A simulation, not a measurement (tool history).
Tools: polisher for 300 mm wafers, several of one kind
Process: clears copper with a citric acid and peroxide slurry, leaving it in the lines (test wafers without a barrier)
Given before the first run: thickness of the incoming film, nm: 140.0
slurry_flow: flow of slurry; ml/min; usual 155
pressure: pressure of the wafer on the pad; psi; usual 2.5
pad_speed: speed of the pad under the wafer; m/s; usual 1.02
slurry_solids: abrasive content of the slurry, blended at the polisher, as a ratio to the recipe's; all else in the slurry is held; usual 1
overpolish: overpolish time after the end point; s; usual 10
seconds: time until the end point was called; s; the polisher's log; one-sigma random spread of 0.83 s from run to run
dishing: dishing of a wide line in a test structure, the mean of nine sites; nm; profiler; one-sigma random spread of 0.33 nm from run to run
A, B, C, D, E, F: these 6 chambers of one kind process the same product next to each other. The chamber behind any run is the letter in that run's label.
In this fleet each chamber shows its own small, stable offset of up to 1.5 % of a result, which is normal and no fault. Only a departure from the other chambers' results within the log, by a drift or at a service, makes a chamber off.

-- hour=4.3 chamber C: worn pad replaced by a new one
run 1B hour=4.9 | slurry_flow=155 pressure=2.5 pad_speed=1.02 slurry_solids=1 overpolish=10 | seconds=69.663 dishing=14.758
run 2E hour=8.2 | slurry_flow=155 pressure=2.5 pad_speed=1.02 slurry_solids=1 overpolish=10 | seconds=68.686 dishing=14.387
-- hour=12.5 chamber F: worn pad replaced by a new one
run 3D hour=13.5 | slurry_flow=155 pressure=2.5 pad_speed=1.02 slurry_solids=1 overpolish=10 | seconds=67.939 dishing=15.121
-- hour=16.4 chamber B: slurry blender recalibrated
-- hour=17.9 chamber A: worn pad replaced by a new one
run 4A hour=20 | slurry_flow=155 pressure=2.5 pad_speed=1.02 slurry_solids=1 overpolish=10 | seconds=70.086 dishing=14.266
-- hour=20.3 chamber D: worn pad replaced by a new one
run 5C hour=27.3 | slurry_flow=155 pressure=2.5 pad_speed=1.02 slurry_solids=1 overpolish=10 | seconds=70.05 dishing=14.467
-- hour=28.4 chamber B: worn pad replaced by a new one
-- hour=31.4 chamber E: worn pad replaced by a new one
run 6F hour=33.4 | slurry_flow=155 pressure=2.5 pad_speed=1.02 slurry_solids=1 overpolish=10 | seconds=69.565 dishing=14.994
run 7D hour=38.5 | slurry_flow=155 pressure=2.5 pad_speed=1.02 slurry_solids=1 overpolish=10 | seconds=69.193 dishing=15.098
run 8C hour=42.7 | slurry_flow=155 pressure=2.5 pad_speed=1.02 slurry_solids=1 overpolish=10 | seconds=68.239 dishing=14.978
run 9E hour=48 | slurry_flow=155 pressure=2.2 pad_speed=1.02 slurry_solids=1 overpolish=10 | seconds=78.215 dishing=12.693
run 10F hour=52.4 | slurry_flow=155 pressure=2.2 pad_speed=1.02 slurry_solids=1 overpolish=10 | seconds=79.557 dishing=13.51
-- hour=55.1 chamber D: slurry blender recalibrated
-- hour=58.2 chamber C: worn pad replaced by a new one
run 11B hour=58.7 | slurry_flow=155 pressure=2.2 pad_speed=1.02 slurry_solids=1 overpolish=10 | seconds=76.331 dishing=13.221
run 12A hour=62.3 | slurry_flow=155 pressure=2.2 pad_speed=1.02 slurry_solids=1 overpolish=10 | seconds=77.858 dishing=12.864
run 13A hour=68.2 | slurry_flow=155 pressure=2.2 pad_speed=1.02 slurry_solids=1 overpolish=10 | seconds=78.873 dishing=13.373
run 14F hour=72.2 | slurry_flow=155 pressure=2.2 pad_speed=1.02 slurry_solids=1 overpolish=10 | seconds=79.275 dishing=13.026
run 15D hour=78.6 | slurry_flow=130 pressure=2.5 pad_speed=1.02 slurry_solids=1 overpolish=16 | seconds=70.978 dishing=21.594
-- hour=78.9 chamber F: worn pad replaced by a new one
-- hour=81.1 chamber C: slurry blender recalibrated
run 16E hour=83.6 | slurry_flow=130 pressure=2.5 pad_speed=1.02 slurry_solids=1 overpolish=16 | seconds=72.424 dishing=22.027
-- hour=84 chamber D: head pressure recalibrated
-- hour=86.4 chamber B: worn pad replaced by a new one
run 17B hour=88.9 | slurry_flow=130 pressure=2.5 pad_speed=1.02 slurry_solids=1 overpolish=16 | seconds=70.484 dishing=22.301
run 18C hour=92.7 | slurry_flow=130 pressure=2.5 pad_speed=1.02 slurry_solids=1 overpolish=16 | seconds=71.263 dishing=22.094
run 19E hour=97.7 | slurry_flow=130 pressure=2.5 pad_speed=1.02 slurry_solids=1 overpolish=16 | seconds=72.109 dishing=21.643
-- hour=100.7 chamber F: slurry nozzle cleaned
run 20C hour=103.7 | slurry_flow=130 pressure=2.5 pad_speed=1.02 slurry_solids=1 overpolish=16 | seconds=71.869 dishing=22.349
-- hour=104 chamber A: worn pad replaced by a new one
-- hour=107.5 chamber C: worn pad replaced by a new one
run 21D hour=107.7 | slurry_flow=155 pressure=2.5 pad_speed=1.02 slurry_solids=1 overpolish=13 | seconds=68.658 dishing=19.162
-- hour=107.8 chamber A: slurry blender recalibrated
run 22F hour=114.6 | slurry_flow=155 pressure=2.5 pad_speed=1.02 slurry_solids=1 overpolish=13 | seconds=70.044 dishing=18.882
run 23B hour=119.3 | slurry_flow=155 pressure=2.5 pad_speed=1.02 slurry_solids=1 overpolish=13 | seconds=68.838 dishing=18.934
-- hour=123.7 chamber D: worn pad replaced by a new one
run 24A hour=124 | slurry_flow=155 pressure=2.5 pad_speed=1.02 slurry_solids=1 overpolish=13 | seconds=71.608 dishing=18.31
run 25E hour=129.2 | slurry_flow=155 pressure=2.5 pad_speed=1.02 slurry_solids=1 overpolish=13 | seconds=67.839 dishing=17.971
-- hour=131.7 chamber D: slurry nozzle cleaned
run 26D hour=133.4 | slurry_flow=155 pressure=2.5 pad_speed=1.02 slurry_solids=1 overpolish=13 | seconds=69.33 dishing=17.995
-- hour=133.8 chamber F: worn pad replaced by a new one
run 27F hour=139.2 | slurry_flow=155 pressure=2.5 pad_speed=1.02 slurry_solids=1 overpolish=10 | seconds=70.958 dishing=15.125
run 28B hour=142.8 | slurry_flow=155 pressure=2.5 pad_speed=1.02 slurry_solids=1 overpolish=10 | seconds=68.217 dishing=15.086
-- hour=145.8 chamber E: slurry nozzle cleaned
-- hour=146.7 chamber B: worn pad replaced by a new one
-- hour=147.4 chamber B: slurry blender recalibrated
run 29C hour=148.8 | slurry_flow=155 pressure=2.5 pad_speed=1.02 slurry_solids=1 overpolish=10 | seconds=70.369 dishing=14.717
-- hour=150.9 chamber F: slurry blender recalibrated
-- hour=153.1 chamber E: worn pad replaced by a new one
run 30A hour=153.7 | slurry_flow=155 pressure=2.5 pad_speed=1.02 slurry_solids=1 overpolish=10 | seconds=72.07 dishing=13.846
run 31A hour=157.4 | slurry_flow=155 pressure=2.5 pad_speed=1.02 slurry_solids=1 overpolish=10 | seconds=73.031 dishing=13.78
run 32C hour=161.6 | slurry_flow=155 pressure=2.5 pad_speed=1.02 slurry_solids=1 overpolish=10 | seconds=68.845 dishing=14.457
-- hour=164.6 chamber D: slurry blender recalibrated
run 33B hour=166.3 | slurry_flow=155 pressure=2.5 pad_speed=1.02 slurry_solids=1 overpolish=10 | seconds=68.871 dishing=14.523
-- hour=169.7 chamber C: worn pad replaced by a new one
run 34D hour=172.7 | slurry_flow=155 pressure=2.5 pad_speed=1.02 slurry_solids=1 overpolish=10 | seconds=68.394 dishing=15.153
run 35F hour=178.8 | slurry_flow=155 pressure=2.5 pad_speed=1.02 slurry_solids=1 overpolish=10 | seconds=68.94 dishing=14.881
-- hour=182 chamber A: worn pad replaced by a new one
-- hour=184.8 chamber C: slurry blender recalibrated
run 36E hour=184.8 | slurry_flow=155 pressure=2.5 pad_speed=1.02 slurry_solids=1 overpolish=10 | seconds=69.139 dishing=14.479
run 37C hour=188.1 | slurry_flow=155 pressure=2.5 pad_speed=1.02 slurry_solids=1 overpolish=10 | seconds=67.728 dishing=15.403
run 38B hour=194 | slurry_flow=155 pressure=2.5 pad_speed=1.02 slurry_solids=1 overpolish=10 | seconds=68.466 dishing=14.615
run 39A hour=199.2 | slurry_flow=155 pressure=2.5 pad_speed=1.02 slurry_solids=1 overpolish=10 | seconds=74.411 dishing=13.542
run 40D hour=206.1 | slurry_flow=155 pressure=2.5 pad_speed=1.02 slurry_solids=1 overpolish=10 | seconds=67.274 dishing=15.497

All chambers now run identical settings, listed one chamber a line with results as question marks. What results will each chamber show?
run 41A hour=211.4 | slurry_flow=155 pressure=2.5 pad_speed=1.02 slurry_solids=1 overpolish=10 | seconds=? dishing=?
run 41B hour=211.4 | slurry_flow=155 pressure=2.5 pad_speed=1.02 slurry_solids=1 overpolish=10 | seconds=? dishing=?
run 41C hour=211.4 | slurry_flow=155 pressure=2.5 pad_speed=1.02 slurry_solids=1 overpolish=10 | seconds=? dishing=?
run 41D hour=211.4 | slurry_flow=155 pressure=2.5 pad_speed=1.02 slurry_solids=1 overpolish=10 | seconds=? dishing=?
run 41E hour=211.4 | slurry_flow=155 pressure=2.5 pad_speed=1.02 slurry_solids=1 overpolish=10 | seconds=? dishing=?
run 41F hour=211.4 | slurry_flow=155 pressure=2.5 pad_speed=1.02 slurry_solids=1 overpolish=10 | seconds=? dishing=?

run=41A seconds=76.069 dishing=13.543
run=41B seconds=67.948 dishing=14.759
run=41C seconds=70.421 dishing=15.343
run=41D seconds=67.943 dishing=15.354
run=41E seconds=69.518 dishing=14.23
run=41F seconds=69.43 dishing=14.392

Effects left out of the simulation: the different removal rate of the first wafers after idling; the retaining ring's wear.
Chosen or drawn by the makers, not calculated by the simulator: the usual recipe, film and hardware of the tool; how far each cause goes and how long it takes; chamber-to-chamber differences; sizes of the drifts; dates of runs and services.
